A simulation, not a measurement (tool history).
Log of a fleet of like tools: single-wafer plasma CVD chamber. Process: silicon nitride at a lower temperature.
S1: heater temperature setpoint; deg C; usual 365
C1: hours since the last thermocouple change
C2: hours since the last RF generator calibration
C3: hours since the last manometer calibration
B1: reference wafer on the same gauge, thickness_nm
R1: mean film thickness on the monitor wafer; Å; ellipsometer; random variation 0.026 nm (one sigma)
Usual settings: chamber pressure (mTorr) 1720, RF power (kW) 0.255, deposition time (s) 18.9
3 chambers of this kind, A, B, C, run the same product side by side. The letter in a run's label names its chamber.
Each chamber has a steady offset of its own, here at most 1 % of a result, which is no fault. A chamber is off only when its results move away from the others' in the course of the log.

Run 1A, hour 8.7: usual settings; C1 277.8; C2 397.2; C3 202.2; B1 19.505. Result: R1 200.40 Å.
Run 2C, hour 15.6: usual settings; C1 1026.0; C2 1863.1; C3 1396.1; B1 19.504. Result: R1 201.32 Å.
Run 3B, hour 21.0: usual settings; C1 49.9; C2 1414.1; C3 1849.3; B1 19.508. Result: R1 203.19 Å.
At hour 27.5: chamber C: RF generator calibrated.
Run 4C, hour 28.6: usual settings; C1 1039.0; C2 1.2; C3 1409.1; B1 19.515. Result: R1 201.23 Å.
Run 5B, hour 33.7: usual settings; C1 62.6; C2 1426.8; C3 1862.0; B1 19.507. Result: R1 203.54 Å.
Run 6A, hour 41.9: usual settings; C1 311.0; C2 430.4; C3 235.4; B1 19.515. Result: R1 200.86 Å.
Run 7C, hour 49.6: usual settings; C1 1060.0; C2 22.2; C3 1430.1; B1 19.530. Result: R1 201.36 Å.
Run 8A, hour 57.0: usual settings; C1 326.1; C2 445.5; C3 250.5; B1 19.536. Result: R1 200.81 Å.
Run 9B, hour 64.7: usual settings; C1 93.6; C2 1457.8; C3 1893.0; B1 19.541. Result: R1 203.60 Å.
Run 10A, hour 71.0: usual settings; C1 340.1; C2 459.5; C3 264.5; B1 19.524. Result: R1 200.87 Å.
Run 11C, hour 77.7: usual settings; C1 1088.1; C2 50.3; C3 1458.2; B1 19.537. Result: R1 201.11 Å.
Run 12B, hour 83.5: usual settings; C1 112.4; C2 1476.6; C3 1911.8; B1 19.534. Result: R1 204.18 Å.
Run 13A, hour 95.1: usual settings; C1 364.2; C2 483.6; C3 288.6; B1 19.544. Result: R1 201.06 Å.
Run 14B, hour 100.8: usual settings; C1 129.7; C2 1493.9; C3 1929.1; B1 19.551. Result: R1 203.93 Å.
Run 15C, hour 107.7: usual settings; C1 1118.1; C2 80.3; C3 1488.2; B1 19.555. Result: R1 201.23 Å.
Run 16A, hour 114.5: usual settings; C1 383.6; C2 503.0; C3 308.0; B1 19.560. Result: R1 200.98 Å.
Run 17B, hour 120.0: usual settings; C1 148.9; C2 1513.1; C3 1948.3; B1 19.562. Result: R1 203.44 Å.
Run 18C, hour 126.5: usual settings; C1 1136.9; C2 99.1; C3 1507.0; B1 19.558. Result: R1 201.68 Å.
Run 19A, hour 132.1: usual settings; C1 401.2; C2 520.6; C3 325.6; B1 19.567. Result: R1 201.26 Å.
Run 20B, hour 139.8: usual settings; C1 168.7; C2 1532.9; C3 1968.1; B1 19.574. Result: R1 204.31 Å.
Run 21C, hour 144.9: usual settings but RF power (kW) 0.275, deposition time (s) 16.6; C1 1155.3; C2 117.5; C3 1525.4; B1 19.573. Result: R1 187.27 Å.
At hour 152.1: chamber B: capacitance manometer re-zeroed and calibrated.
Run 22A, hour 154.9: usual settings but RF power (kW) 0.275, deposition time (s) 16.6; C1 424.0; C2 543.4; C3 348.4; B1 19.576. Result: R1 186.60 Å.
Run 23B, hour 165.2: usual settings but RF power (kW) 0.275, deposition time (s) 16.6; C1 194.1; C2 1558.3; C3 13.2; B1 19.583. Result: R1 189.19 Å.
Run 24C, hour 176.5: usual settings but RF power (kW) 0.280, deposition time (s) 20.9; C1 1186.9; C2 149.1; C3 1557.0; B1 19.581. Result: R1 238.46 Å.
Run 25A, hour 186.1: usual settings but RF power (kW) 0.280, deposition time (s) 20.9; C1 455.2; C2 574.6; C3 379.6; B1 19.596. Result: R1 237.47 Å.
Run 26C, hour 191.7: usual settings but RF power (kW) 0.280, deposition time (s) 20.9; C1 1202.1; C2 164.3; C3 1572.2; B1 19.598. Result: R1 239.04 Å.
Run 27B, hour 197.2: usual settings but RF power (kW) 0.280, deposition time (s) 17.2; C1 226.1; C2 1590.3; C3 45.2; B1 19.595. Result: R1 198.40 Å.
Run 28A, hour 207.0: usual settings but RF power (kW) 0.280, deposition time (s) 17.2; C1 476.1; C2 595.5; C3 400.5; B1 19.601. Result: R1 195.83 Å.

All 3 chambers run these settings next. Forecast each chamber's results:
Run 29A, hour 215.5: usual settings but S1 357 deg C. Result: R1 ?.
Run 29B, hour 215.5: usual settings but S1 357 deg C. Result: R1 ?.
Run 29C, hour 215.5: usual settings but S1 357 deg C. Result: R1 ?.

run      R1
29A  202.24
29B  205.17
29C  203.12
